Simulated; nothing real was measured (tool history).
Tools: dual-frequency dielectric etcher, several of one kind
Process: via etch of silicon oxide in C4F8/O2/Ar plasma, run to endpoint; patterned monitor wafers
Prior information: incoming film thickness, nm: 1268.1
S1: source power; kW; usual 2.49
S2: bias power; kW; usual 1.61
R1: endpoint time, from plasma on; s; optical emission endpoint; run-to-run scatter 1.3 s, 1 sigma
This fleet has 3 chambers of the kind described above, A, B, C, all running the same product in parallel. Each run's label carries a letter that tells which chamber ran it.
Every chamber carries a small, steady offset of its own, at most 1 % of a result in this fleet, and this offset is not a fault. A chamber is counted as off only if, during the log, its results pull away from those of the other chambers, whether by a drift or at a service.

run   hour    S1     S2      R1
 1C    6.5  2.49   1.61  242.86
 2A   14.9  2.49   1.61  241.71
 3B   25.6  2.49   1.61  243.01
 4C   37.1  2.49   1.61   242.3
 5B   48.1  2.49  1.758  238.15
 6A   58.9  2.49  1.758  234.24
 7C     71  2.49  1.758  235.54
 8B   78.3  2.49   1.61   246.2
 9A   87.4  2.49   1.61  239.45
10A   93.7  2.49   1.61  241.18
11B  106.7  2.49   1.61  245.14
12C  117.9  2.49  1.866  233.87
13A  127.6  2.49  1.866  234.44
14B  134.5  2.49  1.866   232.8
     141.5  -- chamber C: wet clean of the chamber
15C  145.9  2.49   1.61  250.01
16B  153.6  2.88  1.746  224.62
17A    162  2.88  1.746  220.99
18C  174.5  2.88  1.746  229.37
     184.7  -- chamber A: wet clean of the chamber
19B  186.9  2.49   1.61  244.69
20C  195.1  2.49   1.61  251.84
21A  206.8  1.91  1.821  257.39
22C  215.7  1.91  1.821  270.47
23A  228.4  1.91  1.821  259.09
24B  238.4  2.49   1.61  245.05
25A  248.2  2.49   1.61  241.24
26B  258.2  2.49   1.61  245.89
27C  271.1  2.49   1.61   250.1

Decide between three cases: one chamber stands off from its peers, the gauge reading all wafers drifts, or nothing is wrong past each chamber's small offset. Where a chamber is off, say which and what most likely put it there.

A service left chamber C off against the others.
What lies behind it: etch rate under this chamber's usual, % = 2.65.

Chamber C could run next with any of the 4 candidate recipes listed below; each alters the usual settings, and their results appear as question marks. Which one brings its results back in line with what the other chambers deliver on the usual settings?
To be in line, a result may differ from the other chambers' mean on the usual settings by at most: R1 4.5 s
28C-1   281  2.75   1.72   ?
28C-2   281  2.61  1.661   ?
28C-3   281  2.37  1.559   ?
28C-4   281  2.49  1.234   ?

What the other chambers average on the usual settings: R1 242.88 s
  run      R1
28C-1  236.16
28C-2  243.53
28C-3  257.65
28C-4   267.9
28C-2 puts the chamber back in line with the other chambers.
